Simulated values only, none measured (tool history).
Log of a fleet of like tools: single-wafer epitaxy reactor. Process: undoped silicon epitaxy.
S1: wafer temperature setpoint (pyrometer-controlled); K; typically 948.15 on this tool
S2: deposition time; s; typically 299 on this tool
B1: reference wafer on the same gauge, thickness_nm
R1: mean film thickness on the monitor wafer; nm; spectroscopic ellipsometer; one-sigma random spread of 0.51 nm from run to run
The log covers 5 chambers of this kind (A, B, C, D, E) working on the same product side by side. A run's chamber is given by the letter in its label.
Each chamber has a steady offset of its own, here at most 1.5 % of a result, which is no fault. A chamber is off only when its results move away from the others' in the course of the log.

run	hour	S1	S2	B1	R1
1D	11.9	948.15	299	95.751	86.220
2E	18.0	948.15	299	95.767	87.154
3C	25.4	948.15	299	95.649	86.037
4B	34.7	948.15	299	95.707	86.378
5A	40.9	948.15	325	95.586	93.417
6B	47.0	948.15	325	95.588	93.065
7D	60.1	948.15	325	95.746	93.228
8A	66.1	948.15	325	95.734	94.320
9E	77.1	948.15	325	95.653	94.568
10C	86.6	948.15	299	95.691	85.734
11A	100.2	948.15	299	95.683	86.413
12B	111.0	943.15	260	95.795	67.177
13D	119.4	943.15	260	95.587	66.940
14C	127.0	943.15	260	95.756	66.830
15E	133.2	943.15	260	95.622	68.254
16B	145.3	943.15	260	95.558	67.092
17D	153.6	948.15	299	95.686	84.932
18E	159.9	948.15	299	95.721	87.722
19A	171.6	948.15	299	95.754	86.145
20C	179.8	948.15	299	95.714	86.032
21D	186.5	948.15	299	95.744	85.572
22E	197.0	948.15	299	95.699	85.947
23A	203.3	948.15	299	95.570	86.788
24C	210.4	933.15	259	95.598	54.073
25B	223.2	933.15	259	95.542	53.732
26B	235.2	933.15	259	95.517	52.753
27A	243.5	933.15	259	95.705	54.730
28D	256.4	933.15	259	95.733	54.201
29C	267.2	959.15	263	95.767	94.416
30E	278.6	959.15	263	95.699	96.903
# hour 281.9: chamber E: pyrometer calibrated
31C	290.5	959.15	263	95.650	94.285
32E	300.2	959.15	263	95.642	95.773
33A	310.4	959.15	263	95.668	94.592
34D	319.2	948.15	299	95.793	86.952
35B	329.3	948.15	354	95.594	97.952
36D	338.7	948.15	354	95.720	101.840
37B	347.8	948.15	354	95.697	98.303
38E	356.8	948.15	354	95.695	103.300
39A	365.8	948.15	354	95.842	102.150
40C	378.1	948.15	299	95.648	85.899
41C	386.4	953.15	340	95.715	107.940
42B	398.8	953.15	340	95.668	103.160

Decide between three cases: one chamber stands off from its peers, the gauge reading all wafers drifts, or nothing is wrong past each chamber's small offset. Where a chamber is off, say which and what most likely put it there.

Little by little, chamber B moves away from the other chambers.
Likeliest cause: wafer temperature below the value expected at the setpoint (K) = 2.43.

Chamber B could run next with any of the 4 candidate recipes listed below; each alters the usual settings, and their results appear as question marks. Which one brings its results back in line with what the other chambers deliver on the usual settings?
Counts as in line when no further than this from what the other chambers average on the usual settings: R1 1.800 nm
43B-1	408.5	951.15	299		?
43B-2	408.5	946.15	294		?
43B-3	408.5	948.15	334		?
43B-4	408.5	944.15	289		?

Average result of the remaining chambers running the usual settings: R1 86.168 nm
run	R1
43B-1	86.896
43B-2	77.038
43B-3	91.233
43B-4	72.633
The right change is 43B-1: it brings the chamber back within the allowed miss of the others.

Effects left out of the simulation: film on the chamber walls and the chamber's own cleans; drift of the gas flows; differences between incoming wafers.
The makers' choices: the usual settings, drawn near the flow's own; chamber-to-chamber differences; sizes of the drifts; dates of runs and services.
